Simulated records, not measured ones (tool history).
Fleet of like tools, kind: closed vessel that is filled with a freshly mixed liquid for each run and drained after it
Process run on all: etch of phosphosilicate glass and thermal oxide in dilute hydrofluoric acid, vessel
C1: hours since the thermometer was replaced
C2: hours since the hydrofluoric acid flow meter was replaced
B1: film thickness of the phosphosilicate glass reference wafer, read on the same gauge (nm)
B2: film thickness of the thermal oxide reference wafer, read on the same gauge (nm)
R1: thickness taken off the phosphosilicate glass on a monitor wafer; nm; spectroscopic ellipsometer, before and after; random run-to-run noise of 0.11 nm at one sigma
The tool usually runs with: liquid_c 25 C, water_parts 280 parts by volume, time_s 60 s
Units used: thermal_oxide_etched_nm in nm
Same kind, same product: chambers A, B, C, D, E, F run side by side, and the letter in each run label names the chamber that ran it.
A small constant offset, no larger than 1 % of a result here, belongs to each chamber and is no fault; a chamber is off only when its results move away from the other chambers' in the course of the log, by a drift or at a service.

-- hour=2.5 chamber C: thermometer replaced
run 1B hour=7.7 | liquid_c=25 water_parts=280 time_s=60 | C1=775.6 C2=274 | B1=79.966 B2=140.01 | R1=15.879 thermal_oxide_etched_nm=0.84832
run 2D hour=13.3 | liquid_c=25 water_parts=280 time_s=60 | C1=240.9 C2=296.3 | B1=79.988 B2=139.98 | R1=15.765 thermal_oxide_etched_nm=0.77183
run 3C hour=19.1 | liquid_c=25 water_parts=280 time_s=60 | C1=16.7 C2=551.5 | B1=80.013 B2=140.04 | R1=15.948 thermal_oxide_etched_nm=0.79321
run 4A hour=26.3 | liquid_c=25 water_parts=280 time_s=60 | C1=978.9 C2=633.5 | B1=79.969 B2=140.02 | R1=15.814 thermal_oxide_etched_nm=0.77894
run 5F hour=35.3 | liquid_c=25 water_parts=280 time_s=60 | C1=1479.2 C2=1191.6 | B1=79.987 B2=139.94 | R1=15.799 thermal_oxide_etched_nm=0.84047
-- hour=42.3 chamber E: hydrofluoric acid flow meter replaced
run 6E hour=45 | liquid_c=25 water_parts=280 time_s=60 | C1=916.8 C2=2.8 | B1=80.024 B2=140.02 | R1=15.575 thermal_oxide_etched_nm=0.87336
run 7B hour=50.5 | liquid_c=25 water_parts=280 time_s=60 | C1=818.4 C2=316.8 | B1=80.001 B2=140.05 | R1=15.786 thermal_oxide_etched_nm=0.7794
run 8F hour=60.8 | liquid_c=25 water_parts=280 time_s=60 | C1=1504.7 C2=1217.1 | B1=80.002 B2=139.99 | R1=15.673 thermal_oxide_etched_nm=0.81124
-- hour=67.9 chamber C: hydrofluoric acid flow meter replaced
run 9E hour=69.9 | liquid_c=25 water_parts=280 time_s=60 | C1=941.7 C2=27.7 | B1=80.024 B2=140.02 | R1=15.693 thermal_oxide_etched_nm=0.85856
run 10D hour=76.6 | liquid_c=25 water_parts=280 time_s=60 | C1=304.2 C2=359.6 | B1=79.98 B2=139.95 | R1=15.709 thermal_oxide_etched_nm=0.83207
run 11A hour=82.5 | liquid_c=25 water_parts=280 time_s=60 | C1=1035.1 C2=689.7 | B1=79.997 B2=140.01 | R1=15.65 thermal_oxide_etched_nm=0.87322
run 12C hour=92.3 | liquid_c=25 water_parts=280 time_s=60 | C1=89.9 C2=24.5 | B1=79.977 B2=140.04 | R1=15.774 thermal_oxide_etched_nm=0.84396
run 13D hour=98.1 | liquid_c=25 water_parts=280 time_s=60 | C1=325.7 C2=381.1 | B1=79.995 B2=139.98 | R1=15.75 thermal_oxide_etched_nm=0.84454
run 14A hour=107.6 | liquid_c=25 water_parts=280 time_s=60 | C1=1060.2 C2=714.8 | B1=80.002 B2=140.01 | R1=15.698 thermal_oxide_etched_nm=0.77939
run 15E hour=117 | liquid_c=25 water_parts=280 time_s=60 | C1=988.8 C2=74.8 | B1=79.988 B2=140.03 | R1=15.823 thermal_oxide_etched_nm=0.83978
run 16F hour=127 | liquid_c=27 water_parts=190 time_s=60 | C1=1570.9 C2=1283.3 | B1=80.003 B2=139.98 | R1=27.053 thermal_oxide_etched_nm=1.5104
run 17B hour=135.8 | liquid_c=27 water_parts=190 time_s=60 | C1=903.7 C2=402.1 | B1=80.029 B2=140.01 | R1=27.525 thermal_oxide_etched_nm=1.3939
run 18C hour=143.1 | liquid_c=27 water_parts=190 time_s=60 | C1=140.7 C2=75.3 | B1=79.988 B2=139.94 | R1=27.791 thermal_oxide_etched_nm=1.4848
run 19E hour=148.9 | liquid_c=27 water_parts=190 time_s=60 | C1=1020.7 C2=106.7 | B1=79.995 B2=140.01 | R1=27.569 thermal_oxide_etched_nm=1.4439
run 20B hour=159.3 | liquid_c=27 water_parts=190 time_s=60 | C1=927.2 C2=425.6 | B1=79.997 B2=140.02 | R1=27.568 thermal_oxide_etched_nm=1.4593
run 21F hour=169.1 | liquid_c=27 water_parts=190 time_s=60 | C1=1613 C2=1325.4 | B1=80.01 B2=140.01 | R1=27.057 thermal_oxide_etched_nm=1.4851
run 22C hour=178.9 | liquid_c=25 water_parts=280 time_s=60 | C1=176.5 C2=111.1 | B1=79.992 B2=140.02 | R1=15.783 thermal_oxide_etched_nm=0.83478
-- hour=182.6 chamber D: hydrofluoric acid flow meter replaced
run 23D hour=189.4 | liquid_c=25 water_parts=280 time_s=60 | C1=417 C2=6.9 | B1=80 B2=140.01 | R1=15.988 thermal_oxide_etched_nm=0.8372
run 24A hour=199.1 | liquid_c=25 water_parts=280 time_s=60 | C1=1151.7 C2=806.3 | B1=80.011 B2=139.99 | R1=15.894 thermal_oxide_etched_nm=0.87155
run 25B hour=206.1 | liquid_c=25 water_parts=280 time_s=60 | C1=974 C2=472.4 | B1=79.988 B2=139.98 | R1=15.809 thermal_oxide_etched_nm=0.90364
run 26D hour=215.8 | liquid_c=25 water_parts=280 time_s=60 | C1=443.4 C2=33.3 | B1=80.018 B2=140.01 | R1=15.998 thermal_oxide_etched_nm=0.79729
run 27E hour=225.6 | liquid_c=25 water_parts=280 time_s=60 | C1=1097.4 C2=183.4 | B1=80.005 B2=140 | R1=15.677 thermal_oxide_etched_nm=0.85553
run 28A hour=231.2 | liquid_c=25 water_parts=280 time_s=60 | C1=1183.8 C2=838.4 | B1=79.984 B2=139.95 | R1=15.756 thermal_oxide_etched_nm=0.84848
run 29C hour=237.2 | liquid_c=25 water_parts=280 time_s=60 | C1=234.8 C2=169.4 | B1=79.966 B2=139.99 | R1=15.882 thermal_oxide_etched_nm=0.82526
run 30F hour=243.3 | liquid_c=25 water_parts=280 time_s=60 | C1=1687.2 C2=1399.6 | B1=79.979 B2=139.99 | R1=15.826 thermal_oxide_etched_nm=0.8365
run 31A hour=249.5 | liquid_c=25 water_parts=280 time_s=60 | C1=1202.1 C2=856.7 | B1=80 B2=139.98 | R1=15.742 thermal_oxide_etched_nm=0.81308
run 32E hour=258.1 | liquid_c=25 water_parts=280 time_s=60 | C1=1129.9 C2=215.9 | B1=80.015 B2=140.06 | R1=15.648 thermal_oxide_etched_nm=0.87032
run 33F hour=264.7 | liquid_c=25 water_parts=280 time_s=60 | C1=1708.6 C2=1421 | B1=79.972 B2=140.03 | R1=15.842 thermal_oxide_etched_nm=0.77488
run 34B hour=271.3 | liquid_c=25 water_parts=280 time_s=60 | C1=1039.2 C2=537.6 | B1=79.973 B2=139.99 | R1=15.821 thermal_oxide_etched_nm=0.85401
run 35C hour=275.9 | liquid_c=25 water_parts=280 time_s=60 | C1=273.5 C2=208.1 | B1=80.01 B2=140.02 | R1=15.972 thermal_oxide_etched_nm=0.85453
run 36D hour=284.7 | liquid_c=25 water_parts=280 time_s=60 | C1=512.3 C2=102.2 | B1=80.027 B2=140 | R1=16.052 thermal_oxide_etched_nm=0.81761
run 37C hour=294.3 | liquid_c=25 water_parts=280 time_s=60 | C1=291.9 C2=226.5 | B1=79.991 B2=139.93 | R1=15.909 thermal_oxide_etched_nm=0.83639
run 38F hour=303.9 | liquid_c=25 water_parts=280 time_s=60 | C1=1747.8 C2=1460.2 | B1=79.998 B2=139.97 | R1=15.818 thermal_oxide_etched_nm=0.85107
run 39A hour=313.3 | liquid_c=25 water_parts=280 time_s=60 | C1=1265.9 C2=920.5 | B1=80 B2=140.01 | R1=15.625 thermal_oxide_etched_nm=0.87508

For the next run the whole fleet of 6 chambers uses the same settings. Give each chamber's results:
run 40A hour=321 | liquid_c=29 water_parts=280 time_s=60 | R1=? thermal_oxide_etched_nm=?
run 40B hour=321 | liquid_c=29 water_parts=280 time_s=60 | R1=? thermal_oxide_etched_nm=?
run 40C hour=321 | liquid_c=29 water_parts=280 time_s=60 | R1=? thermal_oxide_etched_nm=?
run 40D hour=321 | liquid_c=29 water_parts=280 time_s=60 | R1=? thermal_oxide_etched_nm=?
run 40E hour=321 | liquid_c=29 water_parts=280 time_s=60 | R1=? thermal_oxide_etched_nm=?
run 40F hour=321 | liquid_c=29 water_parts=280 time_s=60 | R1=? thermal_oxide_etched_nm=?

run=40A R1=17.689 thermal_oxide_etched_nm=0.96942
run=40B R1=18.097 thermal_oxide_etched_nm=0.92936
run=40C R1=18.201 thermal_oxide_etched_nm=0.97255
run=40D R1=18.221 thermal_oxide_etched_nm=0.9839
run=40E R1=18.118 thermal_oxide_etched_nm=0.96847
run=40F R1=18.307 thermal_oxide_etched_nm=0.95599
